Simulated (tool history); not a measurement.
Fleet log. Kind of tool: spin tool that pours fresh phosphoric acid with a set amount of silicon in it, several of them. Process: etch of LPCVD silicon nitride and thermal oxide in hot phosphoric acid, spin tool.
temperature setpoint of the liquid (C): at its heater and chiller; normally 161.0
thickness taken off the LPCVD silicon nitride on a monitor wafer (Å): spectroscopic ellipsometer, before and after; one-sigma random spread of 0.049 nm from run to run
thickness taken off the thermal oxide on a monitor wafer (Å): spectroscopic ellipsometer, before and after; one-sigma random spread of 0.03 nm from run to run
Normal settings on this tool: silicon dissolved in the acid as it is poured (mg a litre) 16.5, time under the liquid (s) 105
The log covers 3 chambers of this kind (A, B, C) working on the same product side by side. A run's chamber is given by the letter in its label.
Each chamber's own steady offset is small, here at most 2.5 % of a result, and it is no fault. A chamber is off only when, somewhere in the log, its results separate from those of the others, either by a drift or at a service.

| run | hour | temperature setpoint of the liquid (C) | silicon dissolved in the acid as it is poured (mg a litre) | time under the liquid (s) | read-back film thickness of the LPCVD silicon nitride reference wafer, read on the same gauge (nm) | read-back film thickness of the thermal oxide reference wafer, read on the same gauge (nm) | thickness taken off the LPCVD silicon nitride on a monitor wafer (Å) | thickness taken off the thermal oxide on a monitor wafer (Å) |
|---|---|---|---|---|---|---|---|---|
| 1A | 4.8 | 161.0 | 16.5 | 105 | 130.00 | 29.977 | 81.771 | 1.9710 |
| 2C | 11.9 | 161.0 | 16.5 | 105 | 130.00 | 29.959 | 82.029 | 1.9330 |
| 3B | 17.3 | 161.0 | 16.5 | 105 | 129.98 | 30.005 | 80.348 | 2.0883 |
| 4C | 23.5 | 161.0 | 16.5 | 105 | 129.98 | 30.014 | 82.294 | 2.2136 |
| 5B | 29.6 | 161.0 | 16.5 | 105 | 129.98 | 29.974 | 79.723 | 2.1124 |
| 6A | 36.8 | 163.5 | 9.0 | 105 | 130.02 | 29.980 | 89.529 | 3.1545 |
| 7A | 40.8 | 163.5 | 9.0 | 105 | 130.01 | 30.008 | 88.883 | 3.2591 |
| 8C | 48.5 | 163.5 | 9.0 | 105 | 130.03 | 30.001 | 89.525 | 2.3494 |
| 9B | 56.7 | 161.0 | 16.5 | 105 | 129.95 | 30.020 | 79.858 | 2.3566 |
| 10A | 62.3 | 161.0 | 16.5 | 105 | 129.98 | 29.975 | 81.256 | 2.0386 |
| 11B | 67.8 | 161.0 | 16.5 | 105 | 130.00 | 30.056 | 78.982 | 2.0421 |
| 12C | 73.1 | 161.0 | 16.5 | 105 | 130.03 | 30.017 | 82.490 | 2.3215 |
| 13A | 77.1 | 161.0 | 16.5 | 105 | 130.05 | 29.968 | 80.910 | 1.5533 |
| 14C | 83.7 | 161.0 | 16.5 | 105 | 129.99 | 29.993 | 81.740 | 2.0052 |
| 15B | 87.3 | 161.0 | 16.5 | 105 | 129.97 | 29.944 | 79.903 | 2.3442 |
| 16B | 93.6 | 161.0 | 25.0 | 105 | 130.00 | 30.002 | 79.857 | 2.0572 |
| 17A | 98.3 | 161.0 | 25.0 | 105 | 129.97 | 29.998 | 80.284 | 1.7771 |
|  | 99.8 | chamber B: dissolved silicon flow meter replaced |
| 18C | 104.4 | 161.0 | 25.0 | 105 | 129.99 | 30.011 | 81.678 | 2.0441 |
| 19C | 108.0 | 161.0 | 11.5 | 130 | 129.99 | 29.977 | 101.700 | 2.7623 |
| 20A | 113.8 | 161.0 | 11.5 | 130 | 129.97 | 30.013 | 99.839 | 3.7687 |
| 21B | 118.0 | 161.0 | 11.5 | 130 | 130.00 | 30.015 | 98.540 | 4.0627 |
| 22C | 123.4 | 161.0 | 16.5 | 105 | 129.99 | 30.005 | 81.828 | 1.4764 |

Which is it: a chamber that has drifted or been left off by a service, a gauge drift common to all chambers, or only each chamber's usual small offset? If a chamber is off, name it and its likeliest cause.

No chamber is off and the gauge is stable; the differences are just each chamber's small, constant offset.
